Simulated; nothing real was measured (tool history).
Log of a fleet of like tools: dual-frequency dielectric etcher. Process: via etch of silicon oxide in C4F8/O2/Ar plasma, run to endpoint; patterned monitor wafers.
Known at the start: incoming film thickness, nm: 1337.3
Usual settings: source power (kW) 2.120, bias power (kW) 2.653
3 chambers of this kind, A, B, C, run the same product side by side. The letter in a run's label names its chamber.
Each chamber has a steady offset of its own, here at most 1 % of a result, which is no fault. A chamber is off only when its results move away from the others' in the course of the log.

{"run": "1B", "day": 0.183, "source power (kW)": 2.12, "bias power (kW)": 2.653, "endpoint time (s)": 239.83}
{"run": "2A", "day": 0.383, "source power (kW)": 2.12, "bias power (kW)": 2.653, "endpoint time (s)": 236.55}
{"run": "3C", "day": 0.675, "source power (kW)": 2.12, "bias power (kW)": 2.653, "endpoint time (s)": 237.8}
{"run": "4B", "day": 0.892, "source power (kW)": 2.12, "bias power (kW)": 2.653, "endpoint time (s)": 238.1}
{"run": "5C", "day": 1.158, "source power (kW)": 2.12, "bias power (kW)": 2.653, "endpoint time (s)": 241.0}
{"run": "6A", "day": 1.325, "source power (kW)": 2.32, "bias power (kW)": 3.258, "endpoint time (s)": 212.47}
{"run": "7C", "day": 1.642, "source power (kW)": 2.32, "bias power (kW)": 3.258, "endpoint time (s)": 214.97}
{"run": "8B", "day": 1.783, "source power (kW)": 2.32, "bias power (kW)": 3.258, "endpoint time (s)": 215.21}
{"run": "9A", "day": 1.971, "source power (kW)": 2.12, "bias power (kW)": 2.653, "endpoint time (s)": 233.72}
{"run": "10C", "day": 2.217, "source power (kW)": 2.12, "bias power (kW)": 2.653, "endpoint time (s)": 239.93}
{"run": "11B", "day": 2.5, "source power (kW)": 2.12, "bias power (kW)": 2.653, "endpoint time (s)": 236.13}
{"run": "12A", "day": 2.658, "source power (kW)": 2.12, "bias power (kW)": 2.653, "endpoint time (s)": 236.18}
{"day": 2.8, "done": "chamber B: wet clean of the chamber"}
{"run": "13C", "day": 2.879, "source power (kW)": 2.12, "bias power (kW)": 2.653, "endpoint time (s)": 241.78}
{"run": "14B", "day": 3.05, "source power (kW)": 2.12, "bias power (kW)": 2.653, "endpoint time (s)": 238.16}
{"run": "15A", "day": 3.2, "source power (kW)": 2.12, "bias power (kW)": 2.653, "endpoint time (s)": 233.69}
{"run": "16B", "day": 3.404, "source power (kW)": 2.12, "bias power (kW)": 2.653, "endpoint time (s)": 239.33}
{"run": "17A", "day": 3.696, "source power (kW)": 2.12, "bias power (kW)": 2.653, "endpoint time (s)": 236.13}
{"run": "18C", "day": 4.0, "source power (kW)": 2.12, "bias power (kW)": 2.653, "endpoint time (s)": 245.67}
{"run": "19C", "day": 4.142, "source power (kW)": 2.12, "bias power (kW)": 2.653, "endpoint time (s)": 247.16}
{"run": "20A", "day": 4.412, "source power (kW)": 2.12, "bias power (kW)": 2.653, "endpoint time (s)": 234.02}
{"run": "21B", "day": 4.617, "source power (kW)": 1.76, "bias power (kW)": 2.108, "endpoint time (s)": 274.74}
{"run": "22A", "day": 4.804, "source power (kW)": 1.76, "bias power (kW)": 2.108, "endpoint time (s)": 270.27}
{"run": "23C", "day": 5.092, "source power (kW)": 1.76, "bias power (kW)": 2.108, "endpoint time (s)": 285.17}

What goes on in this fleet: one chamber off, a drifting gauge, or nothing beyond the chambers' own small offsets? Name the chamber and the cause, if any.

Chamber C drifts away from the others.
Cause: etch rate under this chamber's usual, % = 4.5.

Here are 4 candidates for chamber C's next run, each the usual settings with a change, their results left as question marks. Which one brings its results back in line with what the others give on the usual settings?
In line means no further than this from the other chambers' mean on the usual settings: endpoint time (s) 3.90
{"run": "24C-1", "day": 5.317, "source power (kW)": 2.01, "bias power (kW)": 2.653, "endpoint time (s)": "?"}
{"run": "24C-2", "day": 5.317, "source power (kW)": 2.29, "bias power (kW)": 2.823, "endpoint time (s)": "?"}
{"run": "24C-3", "day": 5.317, "source power (kW)": 1.95, "bias power (kW)": 2.483, "endpoint time (s)": "?"}
{"run": "24C-4", "day": 5.317, "source power (kW)": 2.19, "bias power (kW)": 2.719, "endpoint time (s)": "?"}

The other chambers' mean on the usual settings: endpoint time (s) 236.95
run=24C-1 endpoint_time_(s)=254.54
run=24C-2 endpoint_time_(s)=237.44
run=24C-3 endpoint_time_(s)=262.77
run=24C-4 endpoint_time_(s)=244.37
24C-2 brings the chamber back in line.

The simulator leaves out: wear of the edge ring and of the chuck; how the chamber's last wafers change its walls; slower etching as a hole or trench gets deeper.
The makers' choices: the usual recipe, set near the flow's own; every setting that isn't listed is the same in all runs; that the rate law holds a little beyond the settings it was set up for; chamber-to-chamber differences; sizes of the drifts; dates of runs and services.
